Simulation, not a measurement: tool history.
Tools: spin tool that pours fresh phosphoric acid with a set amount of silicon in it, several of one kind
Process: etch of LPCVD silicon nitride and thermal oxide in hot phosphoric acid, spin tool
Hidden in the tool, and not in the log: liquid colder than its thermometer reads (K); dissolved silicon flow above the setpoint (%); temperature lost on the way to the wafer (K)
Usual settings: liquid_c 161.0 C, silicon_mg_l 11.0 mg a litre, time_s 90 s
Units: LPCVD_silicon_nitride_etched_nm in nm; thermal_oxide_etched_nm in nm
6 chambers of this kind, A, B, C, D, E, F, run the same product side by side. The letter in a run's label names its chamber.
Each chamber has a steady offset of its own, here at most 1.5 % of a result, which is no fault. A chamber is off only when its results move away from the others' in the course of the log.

run	day	liquid_c	silicon_mg_l	time_s	hours since the thermometer was replaced	hours since the dissolved silicon flow meter was replaced	hours since the heated supply line was repaired	read-back film thickness of the LPCVD silicon nitride reference wafer, read on the same gauge (nm)	read-back film thickness of the thermal oxide reference wafer, read on the same gauge (nm)	LPCVD_silicon_nitride_etched_nm	thermal_oxide_etched_nm
1A	0.179	161.0	11.0	90	605.2	1283.5	2222.7	69.988	80.047	7.8505	0.16667
2D	0.375	161.0	11.0	90	461.3	1097.9	1230.1	69.978	80.009	7.8435	0.27996
3E	0.558	161.0	11.0	90	1103.1	1473.1	2420.1	69.978	80.025	7.9118	0.21664
4C	0.783	161.0	11.0	90	658.3	464.8	2505.7	69.993	80.018	7.9745	0.24919
5F	0.967	161.0	11.0	90	291.6	423.2	1109.8	70.005	80.017	8.0090	0.24150
6B	1.088	161.0	11.0	90	347.0	644.2	1660.0	69.976	80.008	7.7682	0.18847
7B	1.250	161.0	11.0	90	350.9	648.1	1663.9	70.026	80.018	7.7580	0.23600
8E	1.479	161.0	11.0	90	1125.2	1495.2	2442.2	69.999	79.986	7.8522	0.19002
9F	1.596	161.0	11.0	90	306.7	438.3	1124.9	69.995	79.945	7.9460	0.19133
10A	1.754	159.5	11.0	65	643.0	1321.3	2260.5	69.980	79.998	5.3982	0.12882
11C	1.871	159.5	11.0	65	684.4	490.9	2531.8	69.984	79.982	5.4622	0.14294
12D	2.033	159.5	11.0	65	501.1	1137.7	1269.9	70.016	79.976	5.3668	0.11198
13D	2.146	159.5	11.0	65	503.8	1140.4	1272.6	69.989	79.957	5.3687	0.12423
14E	2.338	159.5	11.0	65	1145.8	1515.8	2462.8	69.979	79.929	5.3952	0.14001
15A	2.504	159.5	11.0	65	661.0	1339.3	2278.5	70.009	80.018	5.3908	0.13725
16F	2.688	161.0	11.0	90	332.9	464.5	1151.1	69.985	79.983	8.0110	0.19734
17B	2.917	161.0	11.0	90	390.9	688.1	1703.9	70.002	79.972	7.8116	0.18281
18C	3.042	161.0	11.0	90	712.5	519.0	2559.9	69.989	80.034	7.9495	0.20726
19A	3.146	161.0	11.0	90	676.4	1354.7	2293.9	70.021	80.012	7.8054	0.20428
20C	3.308	161.0	11.0	90	718.9	525.4	2566.3	70.007	80.012	7.9309	0.19992
21B	3.479	161.0	11.0	90	404.4	701.6	1717.4	69.991	80.035	7.8064	0.25085
# day 3.567: chamber A: thermometer replaced
22E	3.667	161.0	11.0	90	1177.7	1547.7	2494.7	70.015	80.013	7.8239	0.22145
23D	3.817	163.5	3.5	90	543.9	1180.5	1312.7	70.000	79.974	8.4667	0.26976
24F	3.971	163.5	3.5	90	363.7	495.3	1181.9	69.996	80.009	8.6738	0.34085
25C	4.092	163.5	3.5	90	737.7	544.2	2585.1	70.030	80.049	8.5920	0.28359
26F	4.325	163.5	3.5	90	372.2	503.8	1190.4	70.006	79.976	8.6092	0.24574
27D	4.454	163.5	3.5	90	559.2	1195.8	1328.0	69.991	80.038	8.4910	0.31832
28A	4.612	163.5	3.5	90	25.1	1389.9	2329.1	70.006	79.984	8.5680	0.31704
29E	4.779	161.0	11.0	90	1204.4	1574.4	2521.4	70.002	79.993	7.8108	0.20296
30B	4.908	163.5	11.0	90	438.7	735.9	1751.7	70.001	79.977	8.5058	0.20260
31A	5.121	163.5	11.0	90	37.3	1402.1	2341.3	70.022	79.991	8.5305	0.21072
32C	5.317	163.5	11.0	90	767.1	573.6	2614.5	70.013	79.987	8.6046	0.25350
33B	5.533	163.5	11.0	90	453.7	750.9	1766.7	70.006	79.974	8.4968	0.27410
34E	5.746	163.5	11.0	90	1227.6	1597.6	2544.6	69.996	80.014	8.5864	0.24046
35D	5.904	163.5	11.0	90	594.0	1230.6	1362.8	70.003	80.028	8.4163	0.29893
36F	6.029	159.5	11.0	90	413.1	544.7	1231.3	70.007	80.045	7.5932	0.19025
37E	6.133	159.5	11.0	90	1236.9	1606.9	2553.9	69.998	79.992	7.4532	0.17780

All 6 chambers run these settings next. Forecast each chamber's results:
38A	6.300	161.0	18.0	90						?	?
38B	6.300	161.0	18.0	90						?	?
38C	6.300	161.0	18.0	90						?	?
38D	6.300	161.0	18.0	90						?	?
38E	6.300	161.0	18.0	90						?	?
38F	6.300	161.0	18.0	90						?	?

run	LPCVD_silicon_nitride_etched_nm	thermal_oxide_etched_nm
38A	7.8738	0.19687
38B	7.8248	0.20407
38C	7.9389	0.15858
38D	7.7866	0.18630
38E	7.9295	0.18540
38F	7.9799	0.15596
